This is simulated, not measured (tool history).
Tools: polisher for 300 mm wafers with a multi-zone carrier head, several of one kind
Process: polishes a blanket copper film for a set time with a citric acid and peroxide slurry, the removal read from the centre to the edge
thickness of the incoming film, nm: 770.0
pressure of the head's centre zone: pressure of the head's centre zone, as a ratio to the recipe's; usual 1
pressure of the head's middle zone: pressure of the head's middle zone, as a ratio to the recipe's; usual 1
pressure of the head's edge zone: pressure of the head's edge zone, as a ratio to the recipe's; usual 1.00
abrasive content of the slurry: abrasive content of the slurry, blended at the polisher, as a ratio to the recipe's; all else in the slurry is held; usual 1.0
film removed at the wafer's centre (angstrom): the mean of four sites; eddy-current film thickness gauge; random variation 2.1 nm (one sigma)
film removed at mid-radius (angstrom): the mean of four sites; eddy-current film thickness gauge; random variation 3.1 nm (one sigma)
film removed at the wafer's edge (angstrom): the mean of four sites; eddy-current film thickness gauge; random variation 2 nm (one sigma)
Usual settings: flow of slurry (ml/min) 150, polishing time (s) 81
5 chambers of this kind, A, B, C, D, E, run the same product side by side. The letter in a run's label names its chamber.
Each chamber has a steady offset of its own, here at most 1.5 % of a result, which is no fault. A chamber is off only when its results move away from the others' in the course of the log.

run   hour  flow of slurry (ml/min)  pressure of the head's centre zone  pressure of the head's middle zone  pressure of the head's edge zone  abrasive content of the slurry  polishing time (s)  wafers polished on this pad  hours since the slurry nozzle was cleaned  hours since the centre zone pressure was calibrated  hours since the edge zone pressure was calibrated  film removed at the wafer's centre (angstrom)  film removed at mid-radius (angstrom)  film removed at the wafer's edge (angstrom)
       7.7  -- chamber D: centre zone pressure recalibrated
 1D    8.9                      150                                   1                                   1                              1.00                             1.0                  81                          376                                      539.6                                                  1.2                                              162.9                                         2203.5                                 2128.6                                       2224.3
 2B   16.3                      150                                   1                                   1                              1.00                             1.0                  81                          469                                      425.2                                                499.4                                              564.0                                         2239.3                                 2238.6                                       2190.6
      19.6  -- chamber A: centre zone pressure recalibrated
 3E   25.6                      150                                   1                                   1                              1.00                             1.0                  81                          924                                      294.4                                                931.6                                              150.4                                         2187.3                                 2245.3                                       2242.2
      27.9  -- chamber E: worn pad replaced by a new one
 4C   33.8                      150                                   1                                   1                              1.00                             1.0                  81                          714                                       38.3                                                770.3                                              913.3                                         2217.5                                 2192.4                                       2157.3
 5A   42.5                      150                                   1                                   1                              1.00                             1.0                  81                          544                                      408.2                                                 22.9                                              568.5                                         2192.4                                 2177.2                                       2170.5
 6D   48.5                      150                                   1                                   1                              1.00                             1.0                  81                          684                                      579.2                                                 40.8                                              202.5                                         2199.6                                 2149.1                                       2234.1
      56.4  -- chamber B: worn pad replaced by a new one
 7B   57.5                      150                                   1                                   1                              1.11                             1.0                  81                            8                                      466.4                                                540.6                                              605.2                                         2205.8                                 2237.3                                       2335.4
 8E   63.4                      150                                   1                                   1                              1.11                             1.0                  81                          276                                      332.2                                                969.4                                              188.2                                         2188.5                                 2139.5                                       2335.4
      68.1  -- chamber C: worn pad replaced by a new one
 9A   70.0                      150                                   1                                   1                              1.11                             1.0                  81                          757                                      435.7                                                 50.4                                              596.0                                         2157.8                                 2195.5                                       2271.1
      76.8  -- chamber A: slurry nozzle cleaned
10C   77.0                      150                                   1                                   1                              1.11                             1.0                  81                           69                                       81.5                                                813.5                                              956.5                                         2207.8                                 2196.0                                       2364.3
11E   83.3                      150                                   1                                   1                              1.11                             1.0                  81                          430                                      352.1                                                989.3                                              208.1                                         2172.0                                 2212.0                                       2368.0
12C   95.2                      150                                   1                                   1                              1.09                             1.0                 103                          210                                       99.7                                                831.7                                              974.7                                         2824.7                                 2854.1                                       2900.4
13D  101.8                      150                                   1                                   1                              1.09                             1.0                 103                         1098                                      632.5                                                 94.1                                              255.8                                         2780.7                                 2793.5                                       2931.8
14B  112.6                      150                                   1                                   1                              1.09                             1.0                 103                          437                                      521.5                                                595.7                                              660.3                                         2848.6                                 2784.3                                       2945.7
     117.3  -- chamber C: edge zone pressure recalibrated
15A  119.2                      150                                   1                                   1                              1.09                             1.0                 103                         1140                                       42.5                                                 99.6                                              645.2                                         2747.3                                 2687.3                                       2832.2
     128.1  -- chamber B: centre zone pressure recalibrated
16C  130.4                      150                                   1                                   1                              1.09                             1.0                 103                          484                                      134.9                                                866.9                                               13.2                                         2784.3                                 2812.9                                       2930.6
     132.3  -- chamber E: worn pad replaced by a new one
17B  141.8                      150                                   1                                   1                              1.00                             1.2                  81                          664                                      550.7                                                 13.7                                              689.5                                         2270.3                                 2337.9                                       2283.4
     150.3  -- chamber B: edge zone pressure recalibrated
18E  151.5                      150                                   1                                   1                              1.00                             1.2                  81                          149                                      420.3                                               1057.5                                              276.3                                         2289.5                                 2335.1                                       2305.3
19D  157.1                      150                                   1                                   1                              1.00                             1.2                  81                         1528                                      687.8                                                149.4                                              311.1                                         2300.6                                 2242.7                                       2297.1
     158.4  -- chamber D: worn pad replaced by a new one
20A  166.4                      150                                   1                                   1                              1.00                             1.2                  81                         1506                                       89.7                                                146.8                                              692.4                                         2158.0                                 2232.7                                       2198.4
21E  179.1                      150                                   1                                   1                              1.00                             1.2                  81                          363                                      447.9                                               1085.1                                              303.9                                         2309.9                                 2231.9                                       2341.8
     184.4  -- chamber B: worn pad replaced by a new one
22C  188.1                      150                                   1                                   1                              1.00                             1.0                  81                          932                                      192.6                                                924.6                                               70.9                                         2209.6                                 2137.3                                       2209.2
     195.0  -- chamber B: slurry nozzle cleaned
23D  196.4                      150                                   1                                   1                              1.00                             1.0                  81                          295                                      727.1                                                188.7                                              350.4                                         2193.6                                 2185.2                                       2243.7
     197.0  -- chamber A: edge zone pressure recalibrated
     197.7  -- chamber C: worn pad replaced by a new one
24B  204.1                      150                                   1                                   1                              1.00                             1.0                  81                          153                                        9.1                                                 76.0                                               53.9                                         2234.1                                 2170.3                                       2228.8
25A  215.4                      150                                   1                                   1                              1.00                             1.0                  81                         1887                                      138.7                                                195.8                                               18.5                                         2077.7                                 2069.0                                       2082.1
26A  224.3                      150                                   1                                   1                              1.00                             1.0                  81                         1956                                      147.6                                                204.7                                               27.4                                         2070.5                                 2042.7                                       2079.5
27B  233.3                      120                                   1                                   1                              1.00                             1.0                  81                          380                                       38.3                                                105.2                                               83.1                                         2130.7                                 2095.6                                       2093.7
28D  239.7                      120                                   1                                   1                              1.00                             1.0                  81                          631                                      770.4                                                232.0                                              393.7                                         2073.9                                 2061.0                                       2126.9
     247.0  -- chamber E: worn pad replaced by a new one
29C  250.2                      120                                   1                                   1                              1.00                             1.0                  81                          408                                      254.7                                                986.7                                              133.0                                         2093.1                                 2125.4                                       2136.0
     255.7  -- chamber E: edge zone pressure recalibrated
30E  260.3                      120                                   1                                   1                              1.00                             1.0                  81                          103                                      529.1                                               1166.3                                                4.7                                         2067.3                                 2082.6                                       2156.1
31D  267.2                      120                                   1                                   1                              1.00                             1.0                  81                          845                                      797.9                                                259.5                                              421.2                                         2044.1                                 2103.4                                       2158.6

Next, every chamber runs the same settings. What will each give?
32A  276.4                      150                                   1                                   1                              1.00                             1.0                  81                                                                                                                                                                                                                              ?                                      ?                                            ?
32B  276.4                      150                                   1                                   1                              1.00                             1.0                  81                                                                                                                                                                                                                              ?                                      ?                                            ?
32C  276.4                      150                                   1                                   1                              1.00                             1.0                  81                                                                                                                                                                                                                              ?                                      ?                                            ?
32D  276.4                      150                                   1                                   1                              1.00                             1.0                  81                                                                                                                                                                                                                              ?                                      ?                                            ?
32E  276.4                      150                                   1                                   1                              1.00                             1.0                  81                                                                                                                                                                                                                              ?                                      ?                                            ?

run  film removed at the wafer's centre (angstrom)  film removed at mid-radius (angstrom)  film removed at the wafer's edge (angstrom)
32A                                         2043.3                                 2084.4                                       2043.7
32B                                         2237.7                                 2241.2                                       2224.4
32C                                         2207.1                                 2230.4                                       2185.6
32D                                         2224.0                                 2140.7                                       2249.4
32E                                         2208.0                                 2183.2                                       2238.6

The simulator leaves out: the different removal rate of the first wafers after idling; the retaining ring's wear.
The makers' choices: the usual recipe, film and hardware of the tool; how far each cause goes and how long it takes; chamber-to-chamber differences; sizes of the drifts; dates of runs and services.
